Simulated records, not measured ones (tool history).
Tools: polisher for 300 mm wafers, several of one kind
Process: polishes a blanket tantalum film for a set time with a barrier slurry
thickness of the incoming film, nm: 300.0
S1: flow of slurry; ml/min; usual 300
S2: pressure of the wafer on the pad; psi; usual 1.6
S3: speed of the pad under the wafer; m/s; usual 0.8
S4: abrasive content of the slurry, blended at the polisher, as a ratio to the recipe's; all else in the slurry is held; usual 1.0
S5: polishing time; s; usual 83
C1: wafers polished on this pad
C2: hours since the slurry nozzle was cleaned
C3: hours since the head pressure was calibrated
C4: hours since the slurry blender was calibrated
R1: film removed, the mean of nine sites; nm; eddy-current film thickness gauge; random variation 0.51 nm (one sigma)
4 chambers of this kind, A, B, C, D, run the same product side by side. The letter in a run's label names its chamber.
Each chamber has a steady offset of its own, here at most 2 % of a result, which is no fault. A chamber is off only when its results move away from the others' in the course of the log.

run,hour,S1,S2,S3,S4,S5,C1,C2,C3,C4,R1
1A,8.1,300,1.6,0.8,1.0,83,865,50.5,65.9,387.9,72.888
# hour 13.5: chamber C: slurry nozzle cleaned
2B,16.8,300,1.6,0.8,1.0,83,546,63.6,1268.6,62.2,72.017
3C,26.1,300,1.6,0.8,1.0,83,399,12.6,196.1,101.6,72.456
# hour 27.9: chamber A: worn pad replaced by a new one
# hour 30.0: chamber A: slurry blender recalibrated
4D,32.5,300,1.6,0.8,1.0,83,832,518.7,379.6,364.8,73.906
5B,39.6,300,1.6,0.8,1.0,83,803,86.4,1291.4,85.0,71.846
6D,45.5,300,1.6,0.8,1.0,83,978,531.7,392.6,377.8,72.380
7A,50.6,300,1.6,0.8,1.0,83,256,93.0,108.4,20.6,73.240
8C,56.2,300,1.6,0.8,1.0,83,738,42.7,226.2,131.7,71.927
9B,62.6,300,1.6,0.8,1.0,83,1062,109.4,1314.4,108.0,71.278
10D,68.7,300,1.6,0.8,1.0,83,1239,554.9,415.8,401.0,71.768
11A,74.3,300,1.6,0.8,1.0,83,523,116.7,132.1,44.3,72.927
# hour 74.6: chamber D: worn pad replaced by a new one
# hour 76.2: chamber B: worn pad replaced by a new one
12C,81.9,300,1.6,0.8,1.0,83,1027,68.4,251.9,157.4,73.196
13B,89.9,300,1.6,0.8,1.0,83,154,136.7,1341.7,135.3,72.339
14C,100.1,300,1.6,0.8,1.0,83,1232,86.6,270.1,175.6,73.291
# hour 105.8: chamber C: worn pad replaced by a new one
15A,109.4,245,1.6,0.8,0.7,83,918,151.8,167.2,79.4,64.120
16D,115.3,245,1.6,0.8,0.7,83,459,601.5,462.4,447.6,60.481
# hour 123.6: chamber A: worn pad replaced by a new one
17D,125.4,245,1.6,0.8,0.7,83,572,611.6,472.5,457.7,59.928
18B,131.9,245,1.6,0.8,0.7,83,627,178.7,1383.7,177.3,61.984
19A,138.2,300,1.6,0.8,1.0,83,165,180.6,196.0,108.2,72.240
20C,143.7,300,1.6,0.8,1.0,83,427,130.2,313.7,219.2,72.358
21B,148.8,300,1.6,0.8,1.0,83,817,195.6,1400.6,194.2,71.807
22D,155.7,300,1.6,0.8,1.0,83,913,641.9,502.8,488.0,68.904
# hour 164.7: chamber C: slurry blender recalibrated
23A,166.7,300,1.6,0.8,1.0,83,486,209.1,224.5,136.7,73.451
24C,174.7,300,1.6,0.8,1.0,83,776,161.2,344.7,10.1,72.898
25A,185.0,300,1.6,0.8,1.0,83,692,227.4,242.8,155.0,73.194

All 4 chambers run these settings next. Forecast each chamber's results:
26A,193.0,300,1.6,0.8,1.0,83,,,,,?
26B,193.0,300,1.6,0.8,1.0,83,,,,,?
26C,193.0,300,1.6,0.8,1.0,83,,,,,?
26D,193.0,300,1.6,0.8,1.0,83,,,,,?

run,R1
26A,74.111
26B,71.636
26C,72.155
26D,67.522

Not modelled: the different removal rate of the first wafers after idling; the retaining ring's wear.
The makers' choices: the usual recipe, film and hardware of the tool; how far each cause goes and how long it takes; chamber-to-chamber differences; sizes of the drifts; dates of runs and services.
